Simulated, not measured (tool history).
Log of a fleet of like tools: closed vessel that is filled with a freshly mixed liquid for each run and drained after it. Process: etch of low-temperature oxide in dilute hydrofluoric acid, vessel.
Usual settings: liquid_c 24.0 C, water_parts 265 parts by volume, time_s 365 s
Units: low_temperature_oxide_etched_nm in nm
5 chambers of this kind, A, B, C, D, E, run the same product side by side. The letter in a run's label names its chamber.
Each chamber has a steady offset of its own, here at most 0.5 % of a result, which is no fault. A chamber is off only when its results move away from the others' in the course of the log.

run   hour  liquid_c  water_parts  time_s  read-back film thickness of the low-temperature oxide reference wafer, read on the same gauge (nm)  low_temperature_oxide_etched_nm
 1C   10.9      24.0          265     365                                                                                              30.001                           17.680
 2B   24.2      24.0          265     365                                                                                              29.987                           17.710
 3D   33.4      24.0          265     365                                                                                              29.989                           17.389
 4A   47.1      24.0          265     365                                                                                              29.990                           17.955
      53.6  -- chamber A: hydrofluoric acid flow meter replaced
 5E   56.2      27.5          190     365                                                                                              29.994                           30.011
 6B   66.2      27.5          190     365                                                                                              29.993                           29.916
 7C   74.5      27.5          190     365                                                                                              30.006                           29.739
 8D   87.3      27.5          190     365                                                                                              29.986                           29.919
 9E   99.1      27.5          190     365                                                                                              29.994                           30.137
10A  112.9      24.0          265     365                                                                                              30.014                           17.540
11E  120.0      24.0          265     365                                                                                              30.009                           17.774
12C  130.0      21.5          265     495                                                                                              30.014                           22.128
13B  142.3      21.5          265     495                                                                                              29.986                           21.907
14A  155.4      21.5          265     495                                                                                              29.998                           21.699
     158.6  -- chamber A: thermometer replaced
15D  164.9      21.5          265     495                                                                                              30.003                           21.720
16C  178.3      21.5          265     495                                                                                              30.013                           22.121
17A  188.4      24.0          265     365                                                                                              30.001                           17.606
18B  197.5      24.0          265     365                                                                                              30.031                           17.738
19D  204.3      24.0          265     365                                                                                              29.988                           17.912
20E  211.2      24.0          265     365                                                                                              30.005                           17.933
21A  219.1      24.0          265     365                                                                                              30.000                           17.880
22C  232.5      24.0          265     365                                                                                              30.000                           17.510
23E  242.5      24.0          265     365                                                                                              30.002                           18.251
24D  251.5      24.0          265     365                                                                                              30.009                           17.496
25B  264.3      24.0          265     365                                                                                              29.983                           17.636
26B  276.6      24.0          265     575                                                                                              29.987                           27.600
27A  289.3      24.0          265     575                                                                                              29.989                           27.509
28D  298.9      24.0          265     575                                                                                              29.992                           27.669
29C  311.8      24.0          265     575                                                                                              30.029                           27.894
30E  321.1      24.0          265     575                                                                                              29.996                           29.141
31E  328.8      28.0          205     365                                                                                              29.986                           29.774
     338.5  -- chamber B: thermometer replaced
32B  341.1      28.0          205     365                                                                                              29.992                           27.983
     342.5  -- chamber D: hydrofluoric acid flow meter replaced
33A  353.6      28.0          205     365                                                                                              29.997                           28.519
34C  360.0      28.0          205     365                                                                                              30.001                           27.892
35D  368.3      28.0          205     365                                                                                              30.025                           27.706
36C  377.9      24.0          265     365                                                                                              30.002                           17.810
37A  384.1      24.0          265     365                                                                                              29.993                           17.440
     387.7  -- chamber D: thermometer replaced
38E  392.0      24.0          265     365                                                                                              30.005                           18.583
39B  398.5      24.0          265     365                                                                                              29.999                           17.766
40D  406.3      24.0          265     365                                                                                              29.989                           17.536
41A  415.7      24.0          265     365                                                                                              29.996                           17.499
42B  422.8      24.0          265     365                                                                                              30.007                           17.762
43D  432.2      24.0          265     365                                                                                              29.992                           17.272
44E  444.1      24.0          265     365                                                                                              30.003                           19.137

Next, every chamber runs the same settings. What will each give?
45A  453.9      24.0          370     365                                                                                                                                    ?
45B  453.9      24.0          370     365                                                                                                                                    ?
45C  453.9      24.0          370     365                                                                                                                                    ?
45D  453.9      24.0          370     365                                                                                                                                    ?
45E  453.9      24.0          370     365                                                                                                                                    ?

run  low_temperature_oxide_etched_nm
45A                           11.351
45B                           11.360
45C                           11.438
45D                           11.427
45E                           12.556
